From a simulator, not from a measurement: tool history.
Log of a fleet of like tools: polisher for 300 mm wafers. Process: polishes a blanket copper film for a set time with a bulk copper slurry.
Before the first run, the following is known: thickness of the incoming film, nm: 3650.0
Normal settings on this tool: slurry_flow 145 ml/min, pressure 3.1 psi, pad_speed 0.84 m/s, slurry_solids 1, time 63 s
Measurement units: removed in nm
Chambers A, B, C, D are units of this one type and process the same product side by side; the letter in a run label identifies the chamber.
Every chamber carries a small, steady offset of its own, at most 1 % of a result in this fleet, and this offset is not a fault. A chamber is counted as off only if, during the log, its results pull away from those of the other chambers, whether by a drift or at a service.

run   hour  slurry_flow  pressure  pad_speed  slurry_solids  time  removed
       0.4  -- chamber C: slurry blender recalibrated
      12.5  -- chamber D: worn pad replaced by a new one
      13.6  -- chamber C: head pressure recalibrated
 1B   15.8          145       3.1       0.84              1    63   458.08
      17.1  -- chamber B: worn pad replaced by a new one
 2D   27.4          145       3.1       0.84              1    63   433.81
      38.2  -- chamber A: slurry nozzle cleaned
 3C   40.4          145       3.1       0.84              1    63   442.46
      43.9  -- chamber A: worn pad replaced by a new one
 4A     52          145       3.1       0.84              1    63   439.16
      60.2  -- chamber D: slurry blender recalibrated
 5A   63.5          185       3.1       0.84              1    70   498.55
      64.2  -- chamber C: worn pad replaced by a new one
 6B   73.4          185       3.1       0.84              1    70   506.03
 7C   81.6          185       3.1       0.84              1    70   521.46
 8D     96          185       3.1       0.84              1    70      505
 9A  110.1          145       3.1       0.84              1    63   442.28
       112  -- chamber B: slurry blender recalibrated
10B  119.2          145       3.1       0.84              1    63   450.79
     121.9  -- chamber B: worn pad replaced by a new one
11C  126.2          145       3.1       0.84              1    63   447.66
     133.1  -- chamber A: head pressure recalibrated
     133.7  -- chamber A: worn pad replaced by a new one
12D  134.4          145       3.1       0.84              1    63   430.93
13D  143.2          145       3.1       0.84              1    63   424.38
14B  150.9          145       3.1       0.84              1    63   464.76
15C  160.9          145       3.1       0.84              1    63   442.27
16A  174.5          145       3.1       0.84              1    63   377.92
     176.7  -- chamber D: worn pad replaced by a new one
17D  184.5          145       3.1       0.84              1    63   419.35
     188.4  -- chamber C: worn pad replaced by a new one
18B    195          145       3.1       0.84              1    63   448.75
19A  205.6          145       3.1       0.84              1    63   378.95
     210.6  -- chamber D: slurry nozzle cleaned
20C  212.9          145       3.1       0.84              1    63   451.29
     215.1  -- chamber A: worn pad replaced by a new one
     220.2  -- chamber B: worn pad replaced by a new one
21D  222.6          145       3.1       0.84              1    63   446.27
     232.6  -- chamber B: slurry nozzle cleaned
22C  235.6          145       3.1       0.84              1    63   451.51
23A    247          145       3.1       0.84              1    63   390.48
     256.8  -- chamber A: slurry nozzle cleaned
24B  258.3          145       3.1       0.84              1    63   451.13
     260.7  -- chamber C: slurry nozzle cleaned
25B  273.5          145       3.1       0.74           0.75    63   363.87
26D  286.8          145       3.1       0.74           0.75    63   369.64
27A  301.6          145       3.1       0.74           0.75    63   321.26
     303.6  -- chamber C: worn pad replaced by a new one
     304.1  -- chamber A: worn pad replaced by a new one
     306.8  -- chamber D: worn pad replaced by a new one
28C  314.5          145       3.1       0.74           0.75    63   362.23
     315.7  -- chamber B: worn pad replaced by a new one
29C  329.4          145       3.1       0.84              1    51   352.37
30D  341.9          145       3.1       0.84              1    51   350.51
     352.8  -- chamber A: slurry blender recalibrated
31B  356.8          145       3.1       0.84              1    51   365.03
32A  364.2          145       3.1       0.84              1    51   316.13
     373.9  -- chamber B: slurry blender recalibrated
33A  377.7          145       3.1       0.84              1    63   378.56
34D  387.9          145       3.1       0.84              1    63   439.92
35C    401          145       3.1       0.84              1    63   452.37
36B    408          145       3.1       0.84              1    63   439.08
       422  -- chamber B: head pressure recalibrated
37D  423.4          145       3.1       0.84              1    63   443.64
     424.2  -- chamber B: worn pad replaced by a new one
38B  432.2          145       3.1       0.66            1.2    63   352.45

All chambers now run identical settings, listed one chamber a line with results as question marks. What results will each chamber show?
39A  443.8          145       3.1       0.84              1    63        ?
39B  443.8          145       3.1       0.84              1    63        ?
39C  443.8          145       3.1       0.84              1    63        ?
39D  443.8          145       3.1       0.84              1    63        ?

run  removed
39A   384.58
39B   433.87
39C   437.95
39D   428.58
